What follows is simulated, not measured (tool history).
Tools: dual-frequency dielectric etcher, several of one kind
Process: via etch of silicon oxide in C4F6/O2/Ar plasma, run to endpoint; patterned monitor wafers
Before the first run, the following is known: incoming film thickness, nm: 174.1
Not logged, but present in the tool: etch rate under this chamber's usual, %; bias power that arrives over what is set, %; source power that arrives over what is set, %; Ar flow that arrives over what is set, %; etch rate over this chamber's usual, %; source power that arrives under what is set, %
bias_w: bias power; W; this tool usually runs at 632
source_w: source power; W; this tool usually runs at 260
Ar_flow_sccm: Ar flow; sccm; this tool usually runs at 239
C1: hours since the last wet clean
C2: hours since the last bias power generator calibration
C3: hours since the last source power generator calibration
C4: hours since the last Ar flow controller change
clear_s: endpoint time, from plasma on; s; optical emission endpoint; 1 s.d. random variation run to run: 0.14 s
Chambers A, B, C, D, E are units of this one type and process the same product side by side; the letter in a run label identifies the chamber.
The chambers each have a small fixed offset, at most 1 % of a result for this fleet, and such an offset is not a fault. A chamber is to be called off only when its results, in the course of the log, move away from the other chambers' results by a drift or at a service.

{"run": "1D", "hour": 10.7, "bias_w": 632, "source_w": 260, "Ar_flow_sccm": 239, "C1": 112.3, "C2": 1051.6, "C3": 1892.9, "C4": 3637.5, "clear_s": 40.107}
{"run": "2E", "hour": 22.6, "bias_w": 632, "source_w": 260, "Ar_flow_sccm": 239, "C1": 252.5, "C2": 2428.9, "C3": 1082.1, "C4": 1459.7, "clear_s": 40.015}
{"run": "3A", "hour": 34.5, "bias_w": 632, "source_w": 260, "Ar_flow_sccm": 239, "C1": 347.8, "C2": 4137.9, "C3": 707.2, "C4": 3432.3, "clear_s": 39.607}
{"run": "4B", "hour": 40.4, "bias_w": 632, "source_w": 260, "Ar_flow_sccm": 239, "C1": 150.3, "C2": 1562.5, "C3": 783.6, "C4": 3778.3, "clear_s": 39.973}
{"run": "5C", "hour": 49.4, "bias_w": 632, "source_w": 260, "Ar_flow_sccm": 258, "C1": 137.6, "C2": 1847.4, "C3": 1387.8, "C4": 215.3, "clear_s": 40.499}
{"run": "6A", "hour": 58.2, "bias_w": 632, "source_w": 260, "Ar_flow_sccm": 258, "C1": 371.5, "C2": 4161.6, "C3": 730.9, "C4": 3456.0, "clear_s": 40.06}
{"run": "7C", "hour": 63.6, "bias_w": 632, "source_w": 260, "Ar_flow_sccm": 258, "C1": 151.8, "C2": 1861.6, "C3": 1402.0, "C4": 229.5, "clear_s": 40.572}
{"run": "8B", "hour": 74.7, "bias_w": 632, "source_w": 260, "Ar_flow_sccm": 258, "C1": 184.6, "C2": 1596.8, "C3": 817.9, "C4": 3812.6, "clear_s": 40.7}
{"run": "9E", "hour": 87.2, "bias_w": 632, "source_w": 260, "Ar_flow_sccm": 258, "C1": 317.1, "C2": 2493.5, "C3": 1146.7, "C4": 1524.3, "clear_s": 40.357}
{"run": "10D", "hour": 98.0, "bias_w": 692, "source_w": 260, "Ar_flow_sccm": 187, "C1": 199.6, "C2": 1138.9, "C3": 1980.2, "C4": 3724.8, "clear_s": 37.664}
{"run": "11A", "hour": 107.4, "bias_w": 692, "source_w": 260, "Ar_flow_sccm": 187, "C1": 420.7, "C2": 4210.8, "C3": 780.1, "C4": 3505.2, "clear_s": 37.246}
{"run": "12E", "hour": 115.2, "bias_w": 692, "source_w": 260, "Ar_flow_sccm": 187, "C1": 345.1, "C2": 2521.5, "C3": 1174.7, "C4": 1552.3, "clear_s": 37.499}
{"run": "13C", "hour": 123.4, "bias_w": 692, "source_w": 260, "Ar_flow_sccm": 187, "C1": 211.6, "C2": 1921.4, "C3": 1461.8, "C4": 289.3, "clear_s": 37.338}
{"run": "14D", "hour": 129.3, "bias_w": 692, "source_w": 260, "Ar_flow_sccm": 187, "C1": 230.9, "C2": 1170.2, "C3": 2011.5, "C4": 3756.1, "clear_s": 37.571}
{"run": "15B", "hour": 137.6, "bias_w": 632, "source_w": 260, "Ar_flow_sccm": 239, "C1": 247.5, "C2": 1659.7, "C3": 880.8, "C4": 3875.5, "clear_s": 40.197}
{"run": "16D", "hour": 144.7, "bias_w": 632, "source_w": 260, "Ar_flow_sccm": 239, "C1": 246.3, "C2": 1185.6, "C3": 2026.9, "C4": 3771.5, "clear_s": 40.074}
{"run": "17E", "hour": 151.6, "bias_w": 632, "source_w": 310, "Ar_flow_sccm": 267, "C1": 381.5, "C2": 2557.9, "C3": 1211.1, "C4": 1588.7, "clear_s": 38.085}
{"run": "18C", "hour": 160.0, "bias_w": 632, "source_w": 310, "Ar_flow_sccm": 267, "C1": 248.2, "C2": 1958.0, "C3": 1498.4, "C4": 325.9, "clear_s": 38.213}
{"run": "19B", "hour": 165.6, "bias_w": 632, "source_w": 310, "Ar_flow_sccm": 267, "C1": 275.5, "C2": 1687.7, "C3": 908.8, "C4": 3903.5, "clear_s": 38.045}
{"run": "20A", "hour": 172.3, "bias_w": 632, "source_w": 310, "Ar_flow_sccm": 267, "C1": 485.6, "C2": 4275.7, "C3": 845.0, "C4": 3570.1, "clear_s": 37.829}
{"run": "21C", "hour": 183.8, "bias_w": 632, "source_w": 310, "Ar_flow_sccm": 267, "C1": 272.0, "C2": 1981.8, "C3": 1522.2, "C4": 349.7, "clear_s": 38.341}
{"run": "22E", "hour": 195.4, "bias_w": 632, "source_w": 260, "Ar_flow_sccm": 239, "C1": 425.3, "C2": 2601.7, "C3": 1254.9, "C4": 1632.5, "clear_s": 40.007}
{"run": "23B", "hour": 201.7, "bias_w": 545, "source_w": 260, "Ar_flow_sccm": 278, "C1": 311.6, "C2": 1723.8, "C3": 944.9, "C4": 3939.6, "clear_s": 43.145}
{"run": "24A", "hour": 207.1, "bias_w": 545, "source_w": 260, "Ar_flow_sccm": 278, "C1": 520.4, "C2": 4310.5, "C3": 879.8, "C4": 3604.9, "clear_s": 42.909}
{"run": "25D", "hour": 213.9, "bias_w": 545, "source_w": 260, "Ar_flow_sccm": 278, "C1": 315.5, "C2": 1254.8, "C3": 2096.1, "C4": 3840.7, "clear_s": 43.24}
{"run": "26C", "hour": 222.0, "bias_w": 545, "source_w": 260, "Ar_flow_sccm": 278, "C1": 310.2, "C2": 2020.0, "C3": 1560.4, "C4": 387.9, "clear_s": 43.154}
{"run": "27E", "hour": 233.1, "bias_w": 545, "source_w": 260, "Ar_flow_sccm": 278, "C1": 463.0, "C2": 2639.4, "C3": 1292.6, "C4": 1670.2, "clear_s": 43.33}
{"run": "28A", "hour": 244.3, "bias_w": 632, "source_w": 260, "Ar_flow_sccm": 239, "C1": 557.6, "C2": 4347.7, "C3": 917.0, "C4": 3642.1, "clear_s": 40.152}
{"run": "29B", "hour": 250.9, "bias_w": 632, "source_w": 260, "Ar_flow_sccm": 239, "C1": 360.8, "C2": 1773.0, "C3": 994.1, "C4": 3988.8, "clear_s": 40.337}
{"run": "30D", "hour": 262.4, "bias_w": 632, "source_w": 210, "Ar_flow_sccm": 239, "C1": 364.0, "C2": 1303.3, "C3": 2144.6, "C4": 3889.2, "clear_s": 43.382}
{"run": "31A", "hour": 272.4, "bias_w": 632, "source_w": 210, "Ar_flow_sccm": 239, "C1": 585.7, "C2": 4375.8, "C3": 945.1, "C4": 3670.2, "clear_s": 43.685}
{"run": "32E", "hour": 284.6, "bias_w": 632, "source_w": 210, "Ar_flow_sccm": 239, "C1": 514.5, "C2": 2690.9, "C3": 1344.1, "C4": 1721.7, "clear_s": 43.426}
{"run": "33B", "hour": 293.2, "bias_w": 632, "source_w": 210, "Ar_flow_sccm": 239, "C1": 403.1, "C2": 1815.3, "C3": 1036.4, "C4": 4031.1, "clear_s": 43.378}
{"run": "34D", "hour": 301.4, "bias_w": 632, "source_w": 210, "Ar_flow_sccm": 239, "C1": 403.0, "C2": 1342.3, "C3": 2183.6, "C4": 3928.2, "clear_s": 43.442}
{"run": "35C", "hour": 310.0, "bias_w": 632, "source_w": 260, "Ar_flow_sccm": 239, "C1": 398.2, "C2": 2108.0, "C3": 1648.4, "C4": 475.9, "clear_s": 40.15}
{"run": "36C", "hour": 317.7, "bias_w": 632, "source_w": 260, "Ar_flow_sccm": 239, "C1": 405.9, "C2": 2115.7, "C3": 1656.1, "C4": 483.6, "clear_s": 40.044}
{"run": "37E", "hour": 330.2, "bias_w": 632, "source_w": 260, "Ar_flow_sccm": 239, "C1": 560.1, "C2": 2736.5, "C3": 1389.7, "C4": 1767.3, "clear_s": 39.94}
{"run": "38D", "hour": 338.6, "bias_w": 632, "source_w": 260, "Ar_flow_sccm": 239, "C1": 440.2, "C2": 1379.5, "C3": 2220.8, "C4": 3965.4, "clear_s": 40.159}
{"run": "39B", "hour": 345.7, "bias_w": 632, "source_w": 260, "Ar_flow_sccm": 239, "C1": 455.6, "C2": 1867.8, "C3": 1088.9, "C4": 4083.6, "clear_s": 40.166}
{"run": "40A", "hour": 354.3, "bias_w": 632, "source_w": 230, "Ar_flow_sccm": 239, "C1": 667.6, "C2": 4457.7, "C3": 1027.0, "C4": 3752.1, "clear_s": 43.303}
{"hour": 358.5, "done": "chamber D: wet clean of the chamber"}
{"run": "41C", "hour": 365.6, "bias_w": 632, "source_w": 230, "Ar_flow_sccm": 239, "C1": 453.8, "C2": 2163.6, "C3": 1704.0, "C4": 531.5, "clear_s": 41.71}
{"run": "42B", "hour": 377.2, "bias_w": 632, "source_w": 230, "Ar_flow_sccm": 239, "C1": 487.1, "C2": 1899.3, "C3": 1120.4, "C4": 4115.1, "clear_s": 42.207}
{"hour": 380.0, "done": "chamber E: wet clean of the chamber"}
{"run": "43E", "hour": 385.9, "bias_w": 632, "source_w": 230, "Ar_flow_sccm": 239, "C1": 5.9, "C2": 2792.2, "C3": 1445.4, "C4": 1823.0, "clear_s": 41.708}
{"run": "44D", "hour": 391.3, "bias_w": 632, "source_w": 230, "Ar_flow_sccm": 239, "C1": 32.9, "C2": 1432.2, "C3": 2273.5, "C4": 4018.1, "clear_s": 41.708}

All 5 chambers run these settings next. Forecast each chamber's results:
{"run": "45A", "hour": 400.3, "bias_w": 632, "source_w": 260, "Ar_flow_sccm": 239, "clear_s": "?"}
{"run": "45B", "hour": 400.3, "bias_w": 632, "source_w": 260, "Ar_flow_sccm": 239, "clear_s": "?"}
{"run": "45C", "hour": 400.3, "bias_w": 632, "source_w": 260, "Ar_flow_sccm": 239, "clear_s": "?"}
{"run": "45D", "hour": 400.3, "bias_w": 632, "source_w": 260, "Ar_flow_sccm": 239, "clear_s": "?"}
{"run": "45E", "hour": 400.3, "bias_w": 632, "source_w": 260, "Ar_flow_sccm": 239, "clear_s": "?"}

run=45A clear_s=41.735
run=45B clear_s=40.432
run=45C clear_s=40.220
run=45D clear_s=40.090
run=45E clear_s=39.894

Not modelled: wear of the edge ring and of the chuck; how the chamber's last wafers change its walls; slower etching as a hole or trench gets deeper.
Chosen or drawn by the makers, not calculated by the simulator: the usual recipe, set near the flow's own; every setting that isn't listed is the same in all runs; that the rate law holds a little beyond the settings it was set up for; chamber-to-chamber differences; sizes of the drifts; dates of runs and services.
